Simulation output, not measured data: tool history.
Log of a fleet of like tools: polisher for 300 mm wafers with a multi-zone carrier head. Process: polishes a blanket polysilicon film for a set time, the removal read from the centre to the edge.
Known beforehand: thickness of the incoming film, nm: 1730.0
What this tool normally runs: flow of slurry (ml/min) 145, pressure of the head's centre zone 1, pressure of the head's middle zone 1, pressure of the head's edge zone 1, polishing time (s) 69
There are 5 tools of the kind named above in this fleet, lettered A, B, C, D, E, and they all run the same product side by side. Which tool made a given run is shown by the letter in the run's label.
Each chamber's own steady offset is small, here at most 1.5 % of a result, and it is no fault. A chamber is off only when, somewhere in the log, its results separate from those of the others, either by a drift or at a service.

run   hour  flow of slurry (ml/min)  pressure of the head's centre zone  pressure of the head's middle zone  pressure of the head's edge zone  polishing time (s)  wafers polished on this pad  hours since the slurry nozzle was cleaned  hours since the centre zone pressure was calibrated  hours since the edge zone pressure was calibrated  film removed at the wafer's centre (nm)  film removed at mid-radius (nm)  film removed at the wafer's edge (nm)
         6  -- chamber A: worn pad replaced by a new one
 1A      6                      145                                   1                                   1                                 1                  69                            0                                      321.7                                                444.7                                             1535.2                                   525.61                              536                                 535.92
 2C   13.4                      145                                   1                                   1                                 1                  69                          324                                        123                                                750.3                                              354.7                                   524.13                           538.29                                 534.83
      21.1  -- chamber C: edge zone pressure recalibrated
 3D   21.2                      145                                   1                                   1                                 1                  69                          310                                        196                                                 1079                                              454.1                                   519.33                           529.72                                 538.19
        26  -- chamber A: edge zone pressure recalibrated
 4B   30.4                      145                                   1                                   1                                 1                  69                          448                                      187.5                                                960.4                                               76.3                                   526.87                           531.89                                 525.35
 5E   37.8                      145                                   1                                   1                                 1                  69                          280                                      335.3                                                  376                                              552.2                                   532.83                           535.84                                  542.7
 6B   44.3                      145                                   1                                   1                                 1                  69                          539                                      201.4                                                974.3                                               90.2                                   522.08                           543.75                                 520.72
 7A   53.9                      145                                   1                                0.94                              1.09                  69                          315                                      369.6                                                492.6                                                 28                                   533.67                           506.95                                 564.19
      60.1  -- chamber C: worn pad replaced by a new one
 8C   63.4                      145                                   1                                0.94                              1.09                  69                           22                                        173                                                800.3                                               42.4                                   543.39                           501.37                                  561.9
      64.6  -- chamber D: worn pad replaced by a new one
 9D   71.2                      145                                   1                                0.94                              1.09                  69                           43                                        246                                                 1129                                              504.1                                   530.67                           502.25                                 557.78
10E   77.4                      145                                   1                                0.94                              1.09                  69                          541                                      374.9                                                415.6                                              591.8                                   536.97                           505.15                                 567.41
11C   82.7                      145                                   1                                0.94                              1.09                  69                          149                                      192.3                                                819.6                                               61.7                                   528.46                           501.38                                 560.93
      90.1  -- chamber E: centre zone pressure recalibrated
12E   93.2                      145                                   1                                   1                                 1                  69                          645                                      390.7                                                  3.1                                              607.6                                   466.75                           536.41                                  537.1
13A  101.8                      145                                   1                                   1                                 1                  69                          631                                      417.5                                                540.5                                               75.9                                   535.18                            527.9                                 538.28
14D    112                      145                                   1                                   1                                 1                  69                          312                                      286.8                                               1169.8                                              544.9                                   542.47                           523.64                                 535.09
15B  116.8                      190                                   1                                   1                                 1                  69                         1017                                      273.9                                               1046.8                                              162.7                                   561.98                           555.58                                 548.34
16D  122.2                      190                                   1                                   1                                 1                  69                          379                                        297                                                 1180                                              555.1                                   557.15                           547.81                                 554.81
     125.1  -- chamber B: worn pad replaced by a new one
     125.7  -- chamber D: centre zone pressure recalibrated
     126.2  -- chamber A: slurry nozzle cleaned
17E  129.7                      190                                   1                                   1                                 1                  69                          885                                      427.2                                                 39.6                                              644.1                                   494.94                           563.56                                 554.47
18C  135.1                      190                                   1                                   1                                 1                  69                          494                                      244.7                                                  872                                              114.1                                   548.26                           557.68                                 554.72
     139.9  -- chamber E: worn pad replaced by a new one
19B  142.4                      190                                   1                                   1                                 1                  69                          114                                      299.5                                               1072.4                                              188.3                                   565.44                           574.29                                 536.65
     151.5  -- chamber E: edge zone pressure recalibrated
20A  151.5                      145                                   1                                   1                                 1                  69                          958                                       25.4                                                590.2                                              125.6                                    540.2                           535.25                                 539.54
     153.9  -- chamber D: worn pad replaced by a new one
21C  156.9                      145                                   1                                   1                                 1                  69                          637                                      266.5                                                893.8                                              135.9                                   535.25                            537.4                                 533.11
     161.1  -- chamber C: worn pad replaced by a new one
22B  163.7                      145                                0.96                                1.12                                 1                  69                          254                                      320.8                                               1093.7                                              209.6                                    523.1                           601.73                                 527.24
23D  170.6                      145                                0.96                                1.12                                 1                  69                          110                                      345.4                                                 44.9                                              603.5                                   508.85                           575.69                                 539.04
24E  177.5                      145                                0.96                                1.12                                 1                  69                          247                                        475                                                 87.4                                                 26                                   453.34                           585.67                                 546.44
     183.6  -- chamber D: slurry nozzle cleaned
25A  184.8                      145                                0.96                                1.12                                 1                  69                         1177                                       58.7                                                623.5                                              158.9                                   496.71                           598.89                                 539.74
26E  193.4                      145                                0.96                                1.12                                 1                  69                          352                                      490.9                                                103.3                                               41.9                                   447.09                           593.44                                  531.9
27C  198.3                      175                                   1                                   1                              1.08                  69                          245                                      307.9                                                935.2                                              177.3                                   557.28                           543.84                                 561.58
28B  206.3                      175                                   1                                   1                              1.08                  69                          534                                      363.4                                               1136.3                                              252.2                                   549.61                           552.37                                 557.78
     207.4  -- chamber A: worn pad replaced by a new one
29A  212.4                      175                                   1                                   1                              1.08                  69                           33                                       86.3                                                651.1                                              186.5                                   557.42                           549.13                                 570.71
     215.6  -- chamber E: slurry nozzle cleaned
30D    218                      175                                   1                                   1                              1.08                  69                          422                                       34.5                                                 92.3                                              650.9                                   543.72                           548.51                                 571.16
31B  227.3                      175                                   1                                   1                              1.08                  69                          673                                      384.4                                               1157.3                                              273.2                                   562.18                           546.12                                 567.73
32C  237.5                      145                                   1                                   1                                 1                  69                          503                                      347.1                                                974.4                                              216.5                                   537.82                           527.79                                 528.83
33A    246                      145                                   1                                   1                                 1                  69                          254                                      119.9                                                684.7                                              220.1                                   539.95                           529.72                                 543.22
     249.9  -- chamber D: worn pad replaced by a new one
34D  254.3                      145                                   1                                   1                                 1                  69                           29                                       70.8                                                128.6                                              687.2                                   520.05                           523.53                                 535.97
35E  259.2                      145                                   1                                   1                                 1                  69                          785                                       43.6                                                169.1                                              107.7                                   465.52                           532.74                                 540.44
36D  264.3                      145                                   1                                   1                                 1                  69                           95                                       80.8                                                138.6                                              697.2                                   542.93                           531.15                                  535.4
     264.6  -- chamber E: worn pad replaced by a new one
     266.3  -- chamber C: worn pad replaced by a new one
37E    269                      145                                   1                                0.92                                 1                  69                           29                                       53.4                                                178.9                                              117.5                                   472.63                           498.12                                 537.43
     276.1  -- chamber B: worn pad replaced by a new one
38A  279.1                      145                                   1                                0.92                                 1                  69                          472                                        153                                                717.8                                              253.2                                   535.82                           492.71                                 529.91
39C  288.1                      145                                   1                                0.92                                 1                  69                          143                                      397.7                                                 1025                                              267.1                                   539.88                           496.74                                 534.22
40B  292.7                      145                                   1                                0.92                                 1                  69                          109                                      449.8                                               1222.7                                              338.6                                   530.18                           494.84                                 521.99

Each of the 5 chambers runs these same settings next. Fill in every chamber's results:
41A  300.4                      145                                   1                                   1                                 1                  69                                                                                                                                                                                                                        ?                                ?                                      ?
41B  300.4                      145                                   1                                   1                                 1                  69                                                                                                                                                                                                                        ?                                ?                                      ?
41C  300.4                      145                                   1                                   1                                 1                  69                                                                                                                                                                                                                        ?                                ?                                      ?
41D  300.4                      145                                   1                                   1                                 1                  69                                                                                                                                                                                                                        ?                                ?                                      ?
41E  300.4                      145                                   1                                   1                                 1                  69                                                                                                                                                                                                                        ?                                ?                                      ?

run  film removed at the wafer's centre (nm)  film removed at mid-radius (nm)  film removed at the wafer's edge (nm)
41A                                   531.02                           525.57                                 532.43
41B                                   532.85                           535.11                                 532.41
41C                                   528.92                           528.57                                  535.1
41D                                   521.75                           532.47                                 535.47
41E                                   471.52                           534.14                                 534.81
